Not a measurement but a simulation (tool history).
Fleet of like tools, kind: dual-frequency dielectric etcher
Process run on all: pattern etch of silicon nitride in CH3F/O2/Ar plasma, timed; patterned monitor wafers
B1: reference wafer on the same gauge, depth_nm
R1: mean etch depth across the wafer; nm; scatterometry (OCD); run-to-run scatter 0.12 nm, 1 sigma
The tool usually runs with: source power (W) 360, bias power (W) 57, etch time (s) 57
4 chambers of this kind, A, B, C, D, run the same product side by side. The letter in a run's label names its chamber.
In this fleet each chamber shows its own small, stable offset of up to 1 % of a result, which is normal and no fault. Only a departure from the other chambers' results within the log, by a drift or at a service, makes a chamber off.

run 1C hour=2.8 | source_power_(W)=360 bias_power_(W)=57 etch_time_(s)=57 | B1=35.494 | R1=35.272
run 2B hour=6.4 | source_power_(W)=360 bias_power_(W)=57 etch_time_(s)=57 | B1=35.516 | R1=35.787
run 3D hour=9.0 | source_power_(W)=360 bias_power_(W)=57 etch_time_(s)=57 | B1=35.512 | R1=35.628
run 4A hour=12.7 | source_power_(W)=360 bias_power_(W)=57 etch_time_(s)=57 | B1=35.505 | R1=35.591
run 5C hour=16.9 | source_power_(W)=360 bias_power_(W)=57 etch_time_(s)=57 | B1=35.477 | R1=35.192
run 6D hour=19.0 | source_power_(W)=360 bias_power_(W)=57 etch_time_(s)=57 | B1=35.527 | R1=35.673
run 7B hour=22.2 | source_power_(W)=360 bias_power_(W)=57 etch_time_(s)=57 | B1=35.502 | R1=35.830
run 8A hour=25.8 | source_power_(W)=360 bias_power_(W)=57 etch_time_(s)=57 | B1=35.500 | R1=35.844
run 9A hour=29.1 | source_power_(W)=360 bias_power_(W)=57 etch_time_(s)=57 | B1=35.481 | R1=35.775
run 10D hour=31.6 | source_power_(W)=360 bias_power_(W)=57 etch_time_(s)=57 | B1=35.504 | R1=35.596
run 11B hour=35.1 | source_power_(W)=360 bias_power_(W)=57 etch_time_(s)=57 | B1=35.516 | R1=35.798
run 12C hour=37.5 | source_power_(W)=360 bias_power_(W)=57 etch_time_(s)=57 | B1=35.485 | R1=35.128
run 13B hour=40.8 | source_power_(W)=360 bias_power_(W)=57 etch_time_(s)=57 | B1=35.519 | R1=35.843
run 14C hour=45.2 | source_power_(W)=360 bias_power_(W)=57 etch_time_(s)=57 | B1=35.478 | R1=35.182
run 15A hour=49.8 | source_power_(W)=360 bias_power_(W)=57 etch_time_(s)=57 | B1=35.491 | R1=35.912
-- hour=50.2 chamber D: wet clean of the chamber
run 16D hour=52.4 | source_power_(W)=360 bias_power_(W)=57 etch_time_(s)=57 | B1=35.465 | R1=35.664
run 17D hour=55.2 | source_power_(W)=360 bias_power_(W)=57 etch_time_(s)=57 | B1=35.479 | R1=35.605
run 18A hour=57.7 | source_power_(W)=360 bias_power_(W)=57 etch_time_(s)=57 | B1=35.509 | R1=36.032
run 19B hour=59.8 | source_power_(W)=360 bias_power_(W)=57 etch_time_(s)=57 | B1=35.543 | R1=35.705
run 20C hour=64.4 | source_power_(W)=360 bias_power_(W)=57 etch_time_(s)=57 | B1=35.505 | R1=35.293
run 21C hour=67.2 | source_power_(W)=360 bias_power_(W)=57 etch_time_(s)=57 | B1=35.498 | R1=35.129
run 22B hour=71.1 | source_power_(W)=360 bias_power_(W)=57 etch_time_(s)=57 | B1=35.497 | R1=35.672
run 23A hour=75.1 | source_power_(W)=360 bias_power_(W)=57 etch_time_(s)=57 | B1=35.489 | R1=36.175
run 24D hour=77.5 | source_power_(W)=360 bias_power_(W)=57 etch_time_(s)=57 | B1=35.520 | R1=35.342
run 25A hour=80.5 | source_power_(W)=360 bias_power_(W)=57 etch_time_(s)=57 | B1=35.531 | R1=36.221
run 26C hour=83.7 | source_power_(W)=360 bias_power_(W)=57 etch_time_(s)=57 | B1=35.470 | R1=35.131
run 27D hour=87.6 | source_power_(W)=360 bias_power_(W)=57 etch_time_(s)=57 | B1=35.478 | R1=35.521
run 28B hour=90.8 | source_power_(W)=360 bias_power_(W)=57 etch_time_(s)=57 | B1=35.508 | R1=35.650
run 29C hour=93.2 | source_power_(W)=360 bias_power_(W)=57 etch_time_(s)=57 | B1=35.507 | R1=35.005
run 30A hour=95.7 | source_power_(W)=360 bias_power_(W)=57 etch_time_(s)=57 | B1=35.508 | R1=36.464
run 31B hour=99.1 | source_power_(W)=360 bias_power_(W)=57 etch_time_(s)=57 | B1=35.465 | R1=35.851
run 32D hour=103.1 | source_power_(W)=360 bias_power_(W)=57 etch_time_(s)=57 | B1=35.516 | R1=35.763
run 33A hour=107.7 | source_power_(W)=360 bias_power_(W)=57 etch_time_(s)=57 | B1=35.493 | R1=36.571
run 34B hour=111.5 | source_power_(W)=320 bias_power_(W)=57 etch_time_(s)=57 | B1=35.502 | R1=34.171
run 35C hour=113.8 | source_power_(W)=320 bias_power_(W)=57 etch_time_(s)=57 | B1=35.466 | R1=33.853
run 36D hour=117.3 | source_power_(W)=320 bias_power_(W)=57 etch_time_(s)=57 | B1=35.500 | R1=33.948
run 37D hour=121.8 | source_power_(W)=320 bias_power_(W)=57 etch_time_(s)=57 | B1=35.538 | R1=33.692

Read the log: is a single chamber off, either drifting away or since a service, is the gauge that measures every chamber drifting, or is nothing wrong beyond small per-chamber offsets? Name any odd chamber and what most likely caused it.

It is chamber A that slowly wanders off from its peers.
Most likely cause: etch rate over this chamber's usual, % = 3.24.

Below are 4 candidate recipes for chamber A's next run, each the usual settings with a change, their results shown as question marks. Which of them brings A's results back in line with what the other chambers give on the usual settings?
In line here means within this much of the mean the other chambers give on the usual settings: R1 0.420 nm
run 38A-1 hour=125.2 | source_power_(W)=330 bias_power_(W)=57 etch_time_(s)=57.0 | R1=?
run 38A-2 hour=125.2 | source_power_(W)=360 bias_power_(W)=57 etch_time_(s)=59.0 | R1=?
run 38A-3 hour=125.2 | source_power_(W)=360 bias_power_(W)=57 etch_time_(s)=56.5 | R1=?
run 38A-4 hour=125.2 | source_power_(W)=370 bias_power_(W)=58 etch_time_(s)=57.0 | R1=?

Usual-settings mean across the other chambers: R1 35.489 nm
run=38A-1 R1=35.555
run=38A-2 R1=38.035
run=38A-3 R1=36.424
run=38A-4 R1=37.342
38A-1 brings the chamber back in line.
